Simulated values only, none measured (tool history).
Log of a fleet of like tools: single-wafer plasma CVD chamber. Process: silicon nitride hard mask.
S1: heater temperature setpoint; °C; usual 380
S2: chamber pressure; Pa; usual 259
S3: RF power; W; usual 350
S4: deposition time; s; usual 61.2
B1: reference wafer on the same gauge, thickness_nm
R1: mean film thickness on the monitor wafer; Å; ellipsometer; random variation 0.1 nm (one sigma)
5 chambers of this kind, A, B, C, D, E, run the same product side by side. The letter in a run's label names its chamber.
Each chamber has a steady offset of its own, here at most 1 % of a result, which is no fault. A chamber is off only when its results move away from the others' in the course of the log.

run,hour,S1,S2,S3,S4,B1,R1
1C,6.9,380,259,350,61.2,81.11,824.01
2A,11.5,380,259,350,61.2,81.083,825.26
3E,18.1,380,259,350,61.2,81.128,830.77
4B,23.9,380,259,350,61.2,81.115,833.62
5D,29.4,380,259,350,61.2,81.142,836.56
6D,37.2,380,259,350,61.2,81.149,835.98
7B,43.8,380,259,350,61.2,81.161,836.05
8C,52.1,380,259,350,61.2,81.164,826.56
9E,59.3,380,259,295,61.2,81.178,744.74
10A,63.5,380,259,295,61.2,81.201,738.7
11B,72.3,380,259,295,61.2,81.192,746.44
12D,79.3,380,259,295,61.2,81.206,751.46
13A,84.6,380,259,295,61.2,81.221,738.77
# hour 91.5: chamber E: RF generator calibrated
14C,93.6,380,259,350,61.2,81.191,828.51
15E,97.7,380,259,350,61.2,81.197,831.67
16A,103.2,380,259,350,61.2,81.231,825.59
17C,107.2,390,309,350,61.2,81.235,862.15
18B,114.8,390,309,350,61.2,81.244,874.4
19D,121.7,390,309,350,61.2,81.268,872.74
# hour 128.8: chamber C: thermocouple changed; heater temperature recalibrated
20E,130.9,390,309,350,61.2,81.247,867.16
# hour 137.5: chamber E: capacitance manometer re-zeroed and calibrated
21D,139,390,309,350,61.2,81.278,873.27
22E,145.9,387,259,350,61.2,81.317,828.63
23C,152.8,387,259,350,61.2,81.289,825.39
24A,161.5,387,259,350,61.2,81.315,825.53
25B,167.9,387,259,350,61.2,81.313,834.95
# hour 172.1: chamber C: RF generator calibrated
26E,174.6,387,259,350,61.2,81.357,831.62
27A,181.4,380,311,310,61.2,81.348,801.9
28B,186.4,380,311,310,61.2,81.334,812.56
29C,193.7,380,311,310,61.2,81.392,806.52
30D,199.2,380,311,310,61.2,81.333,814.69
31E,208.2,380,311,310,61.2,81.366,808.16
32B,216.2,380,259,350,61.2,81.382,839.33
33C,222.5,380,259,350,61.2,81.382,829.55
34D,227.6,380,259,350,61.2,81.399,839.44
35A,236.8,380,259,350,61.2,81.414,827.71
36B,240.9,380,259,350,61.2,81.421,838.69
37E,249,385,259,310,61.2,81.409,770.94
38D,257.3,385,259,310,61.2,81.436,775.01
39C,263.5,385,259,310,61.2,81.449,768.32
40A,269.3,385,259,310,61.2,81.449,764.74
41C,274.9,385,259,310,61.2,81.472,766.98
42E,283.6,380,259,350,61.2,81.476,835.92
43A,292.4,380,259,350,61.2,81.498,831.02

Is one chamber off against the others, does the gauge drift, or is nothing wrong? If a chamber is off, say which, and what the likeliest cause is.

The gauge drifts, so all chambers seem to drift together. No chamber is off.
Cause: gauge reads high (%) = 0.491.
